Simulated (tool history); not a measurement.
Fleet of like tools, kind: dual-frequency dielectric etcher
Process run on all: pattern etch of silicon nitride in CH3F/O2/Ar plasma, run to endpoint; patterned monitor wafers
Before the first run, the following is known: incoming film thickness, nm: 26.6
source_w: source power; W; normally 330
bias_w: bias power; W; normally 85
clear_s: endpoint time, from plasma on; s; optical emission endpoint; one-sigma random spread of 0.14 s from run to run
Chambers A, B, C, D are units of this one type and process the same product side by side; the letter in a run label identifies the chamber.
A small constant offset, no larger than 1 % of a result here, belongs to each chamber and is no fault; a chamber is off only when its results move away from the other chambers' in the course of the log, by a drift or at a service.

| run | hour | source_w | bias_w | hours since the last wet clean | hours since the last source power generator calibration | hours since the last bias power generator calibration | clear_s |
|---|---|---|---|---|---|---|---|
| 1A | 5.8 | 330 | 85 | 211.0 | 2359.6 | 1844.5 | 38.978 |
| 2D | 12.5 | 330 | 85 | 151.7 | 1030.2 | 903.1 | 39.346 |
| 3B | 22.0 | 330 | 85 | 244.9 | 2959.8 | 242.4 | 39.430 |
| 4C | 27.4 | 330 | 85 | 384.9 | 1474.4 | 1645.3 | 38.805 |
| 5D | 32.2 | 330 | 85 | 171.4 | 1049.9 | 922.8 | 39.112 |
| 6C | 39.0 | 330 | 85 | 396.5 | 1486.0 | 1656.9 | 39.150 |
| 7B | 44.5 | 330 | 85 | 267.4 | 2982.3 | 264.9 | 39.420 |
| 8A | 50.0 | 330 | 85 | 255.2 | 2403.8 | 1888.7 | 39.158 |
| 9D | 54.7 | 330 | 85 | 193.9 | 1072.4 | 945.3 | 39.319 |
| 10A | 59.5 | 330 | 85 | 264.7 | 2413.3 | 1898.2 | 39.136 |
| 11C | 65.3 | 330 | 85 | 422.8 | 1512.3 | 1683.2 | 38.881 |
| 12B | 73.9 | 330 | 85 | 296.8 | 3011.7 | 294.3 | 39.508 |
| 13A | 83.7 | 330 | 85 | 288.9 | 2437.5 | 1922.4 | 39.120 |
| 14B | 89.2 | 330 | 85 | 312.1 | 3027.0 | 309.6 | 39.641 |
| 15C | 99.3 | 280 | 85 | 456.8 | 1546.3 | 1717.2 | 41.587 |
| 16D | 105.4 | 280 | 85 | 244.6 | 1123.1 | 996.0 | 41.631 |
| 17D | 111.0 | 280 | 85 | 250.2 | 1128.7 | 1001.6 | 41.789 |
| 18A | 119.8 | 280 | 85 | 325.0 | 2473.6 | 1958.5 | 41.505 |
| 19C | 128.2 | 270 | 85 | 485.7 | 1575.2 | 1746.1 | 42.116 |
| 20B | 137.4 | 270 | 85 | 360.3 | 3075.2 | 357.8 | 43.052 |
| 21D | 143.3 | 270 | 85 | 282.5 | 1161.0 | 1033.9 | 42.203 |
| 22B | 153.5 | 270 | 85 | 376.4 | 3091.3 | 373.9 | 43.311 |
| 23C | 159.0 | 330 | 85 | 516.5 | 1606.0 | 1776.9 | 38.954 |
| 24A | 165.1 | 330 | 85 | 370.3 | 2518.9 | 2003.8 | 39.121 |
| 25B | 172.4 | 330 | 85 | 395.3 | 3110.2 | 392.8 | 40.445 |
| 26C | 177.6 | 330 | 85 | 535.1 | 1624.6 | 1795.5 | 38.907 |

Read the log: is a single chamber off, either drifting away or since a service, is the gauge that measures every chamber drifting, or is nothing wrong beyond small per-chamber offsets? Name any odd chamber and what most likely caused it.

Chamber B drifts away from the others.
Most likely cause: etch rate under this chamber's usual, % = 2.49.

Chamber B could run next with any of the 4 candidate recipes listed below; each alters the usual settings, and their results appear as question marks. Which one brings its results back in line with what the other chambers deliver on the usual settings?
Allowed miss from the other chambers' usual-settings mean, per result, to count as in line: clear_s 0.500 s
| 27B-1 | 185.0 | 320 | 81 |  |  |  | ? |
| 27B-2 | 185.0 | 330 | 92 |  |  |  | ? |
| 27B-3 | 185.0 | 380 | 85 |  |  |  | ? |
| 27B-4 | 185.0 | 310 | 79 |  |  |  | ? |

Average result of the remaining chambers running the usual settings: clear_s 39.107 s
| run | clear_s |
|---|---|
| 27B-1 | 41.424 |
| 27B-2 | 39.119 |
| 27B-3 | 38.182 |
| 27B-4 | 42.294 |
27B-2 puts the chamber back in line with the other chambers.

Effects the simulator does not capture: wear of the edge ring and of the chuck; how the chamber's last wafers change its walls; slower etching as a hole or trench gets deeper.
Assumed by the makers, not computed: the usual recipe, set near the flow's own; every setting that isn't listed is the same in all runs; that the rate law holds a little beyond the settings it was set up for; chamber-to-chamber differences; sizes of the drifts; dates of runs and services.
